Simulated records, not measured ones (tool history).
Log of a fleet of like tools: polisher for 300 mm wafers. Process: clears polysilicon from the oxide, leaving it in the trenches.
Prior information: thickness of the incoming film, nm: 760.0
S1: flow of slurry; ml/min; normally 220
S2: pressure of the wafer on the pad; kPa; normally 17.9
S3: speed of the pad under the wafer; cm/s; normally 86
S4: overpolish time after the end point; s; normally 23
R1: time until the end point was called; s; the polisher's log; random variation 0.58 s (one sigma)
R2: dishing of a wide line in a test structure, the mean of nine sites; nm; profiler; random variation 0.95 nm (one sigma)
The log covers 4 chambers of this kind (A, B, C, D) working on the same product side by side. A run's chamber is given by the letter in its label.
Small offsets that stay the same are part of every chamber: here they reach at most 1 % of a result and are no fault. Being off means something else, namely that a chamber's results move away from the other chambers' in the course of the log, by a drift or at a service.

run,hour,S1,S2,S3,S4,R1,R2
# hour 1.9: chamber C: worn pad replaced by a new one
1C,8.0,220,17.9,86,23,69.265,59.344
2A,18.3,220,17.9,86,23,70.401,57.537
3B,29.0,220,17.9,86,23,68.997,58.212
4D,36.6,220,17.9,86,23,70.924,59.651
# hour 40.5: chamber A: worn pad replaced by a new one
5C,42.2,220,17.9,86,23,70.071,57.521
6B,50.3,220,17.9,86,23,69.231,59.588
7A,60.4,220,21.4,86,29,58.871,58.846
8D,69.0,220,21.4,86,29,59.032,58.880
# hour 78.4: chamber A: slurry nozzle cleaned
9A,80.5,220,21.4,86,29,58.201,56.895
10D,91.6,220,21.4,86,29,58.935,57.753
11B,97.3,220,17.9,86,23,68.088,59.948
12C,107.4,220,17.9,86,23,70.590,55.980
13B,116.8,220,17.9,86,23,68.720,60.332
14C,125.9,220,17.9,86,23,69.893,56.576
15D,131.8,220,17.9,86,14,69.587,52.558
16A,138.0,220,17.9,86,14,69.193,55.156
17B,145.5,220,17.9,86,14,68.938,52.937
# hour 148.0: chamber B: worn pad replaced by a new one
18C,154.8,220,17.9,86,14,69.752,54.177
19A,163.7,220,17.9,86,23,71.056,57.372
20D,174.7,220,17.9,86,23,71.404,59.360
21C,184.6,220,17.9,86,23,69.754,58.381
# hour 186.4: chamber B: head pressure recalibrated
22B,193.2,220,13.1,86,12,94.736,46.495
# hour 199.6: chamber A: worn pad replaced by a new one
23A,200.5,220,13.1,86,12,95.412,46.628
# hour 206.0: chamber C: head pressure recalibrated
24D,209.2,220,13.1,86,12,98.394,46.165
# hour 211.6: chamber C: worn pad replaced by a new one
25B,215.6,220,13.1,86,12,94.510,46.727
26A,221.3,220,17.9,86,23,70.955,56.643
27C,227.3,220,17.9,86,23,69.171,57.399
28D,239.0,220,17.9,86,23,72.178,56.638
29B,246.6,220,17.9,86,23,68.342,57.346
30D,257.9,220,17.9,86,23,72.831,57.730
31A,264.0,220,17.9,86,23,70.246,57.120
32C,270.0,220,17.9,86,23,70.011,57.799
33A,277.7,220,17.9,86,23,70.956,58.050
34B,286.7,220,17.9,86,23,68.629,57.645
# hour 296.9: chamber B: slurry nozzle cleaned
35C,297.1,220,17.9,100,18,60.539,57.841
# hour 300.5: chamber D: slurry nozzle cleaned
36D,305.4,220,17.9,100,18,62.316,56.745
37B,317.5,220,17.9,100,18,58.999,57.235
38A,327.3,220,17.9,100,18,59.980,58.385
39D,337.6,220,17.9,86,23,74.081,57.938
40C,344.0,220,17.9,86,23,70.035,58.042
41B,352.5,220,17.9,60,23,98.144,54.344
42A,361.1,220,17.9,60,23,99.300,55.648
43D,367.9,220,17.9,60,23,107.400,55.127

Next, every chamber runs the same settings. What will each give?
44A,377.1,220,17.9,86,23,?,?
44B,377.1,220,17.9,86,23,?,?
44C,377.1,220,17.9,86,23,?,?
44D,377.1,220,17.9,86,23,?,?

run,R1,R2
44A,70.426,57.151
44B,69.265,56.939
44C,70.048,58.141
44D,74.863,57.250
